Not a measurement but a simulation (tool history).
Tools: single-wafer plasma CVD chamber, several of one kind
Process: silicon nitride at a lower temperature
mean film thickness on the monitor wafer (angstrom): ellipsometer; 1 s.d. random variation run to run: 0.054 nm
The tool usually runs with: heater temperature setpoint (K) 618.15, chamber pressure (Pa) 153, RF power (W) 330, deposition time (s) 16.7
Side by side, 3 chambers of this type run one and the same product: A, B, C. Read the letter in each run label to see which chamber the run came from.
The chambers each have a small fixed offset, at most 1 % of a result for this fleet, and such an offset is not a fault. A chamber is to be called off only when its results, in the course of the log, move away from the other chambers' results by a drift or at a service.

run	day	heater temperature setpoint (K)	chamber pressure (Pa)	RF power (W)	deposition time (s)	read-back reference wafer on the same gauge, thickness_nm	mean film thickness on the monitor wafer (angstrom)
1B	0.258	618.15	153	330	16.7	20.603	191.01
2C	0.538	618.15	153	330	16.7	20.603	191.97
3A	0.821	618.15	153	330	16.7	20.597	192.32
4B	1.025	618.15	153	330	16.7	20.614	191.21
5A	1.254	618.15	153	330	16.7	20.601	192.88
6C	1.629	618.15	153	330	16.7	20.602	191.63
7C	1.896	618.15	153	330	16.7	20.608	192.47
8B	2.175	618.15	153	330	16.7	20.606	191.05
9A	2.404	618.15	153	330	16.7	20.6	192.68
10C	2.604	618.15	153	330	16.7	20.604	191.75
11B	2.8	618.15	153	330	16.7	20.581	190.65
12A	3.092	618.15	153	330	16.7	20.595	191.82
13A	3.454	618.15	153	330	16.7	20.603	191.87
14B	3.621	618.15	153	330	16.7	20.599	190.28
15C	3.858	618.15	153	330	16.7	20.591	191.47
16B	4.229	618.15	153	330	16.7	20.605	190.1
17A	4.4	618.15	153	330	16.7	20.607	191.69
18C	4.571	618.15	153	330	16.7	20.596	190.95
19C	4.842	618.15	153	330	16.7	20.6	192.17
20B	5.154	618.15	153	330	16.7	20.589	190.12
21A	5.521	618.15	153	330	16.7	20.608	191.54
22A	5.721	618.15	153	330	16.7	20.606	192.01
23C	5.912	618.15	153	330	16.7	20.602	191.41
24B	6.25	618.15	153	330	16.7	20.595	190.61
25A	6.571	618.15	179	330	16.7	20.597	199.8
26B	6.85	618.15	179	330	16.7	20.605	199.68
27C	7.238	618.15	179	330	16.7	20.599	200.48
28C	7.483	618.15	153	330	16.7	20.609	191.44
29A	7.867	618.15	153	330	16.7	20.608	192.2
30B	8.154	618.15	153	330	16.7	20.586	189.89
31A	8.512	618.15	153	330	16.7	20.597	191.86
32B	8.858	618.15	153	330	16.7	20.597	190.04
33C	9.229	618.15	153	330	16.7	20.599	191.71
34B	9.567	618.15	153	350	16.7	20.596	197.85
35C	9.854	618.15	153	350	16.7	20.597	199.21
36A	10.129	618.15	153	350	16.7	20.592	199.27
37A	10.388	618.15	176	330	15.3	20.62	182.65
38B	10.617	618.15	176	330	15.3	20.593	181.86
39C	10.917	618.15	176	330	15.3	20.588	183.25
40A	11.167	618.15	153	330	16.7	20.603	191.21
41B	11.512	618.15	153	330	16.7	20.594	191.72
42C	11.896	618.15	153	330	16.7	20.601	191.94
43B	12.104	618.15	153	330	16.7	20.583	190.91

Is one chamber out of step, is the gauge drifting, or do the chambers differ by no more than their own small offsets? For an off chamber, give its letter and the likeliest cause.

No chamber stands off beyond its own small offset, and the gauge holds steady.
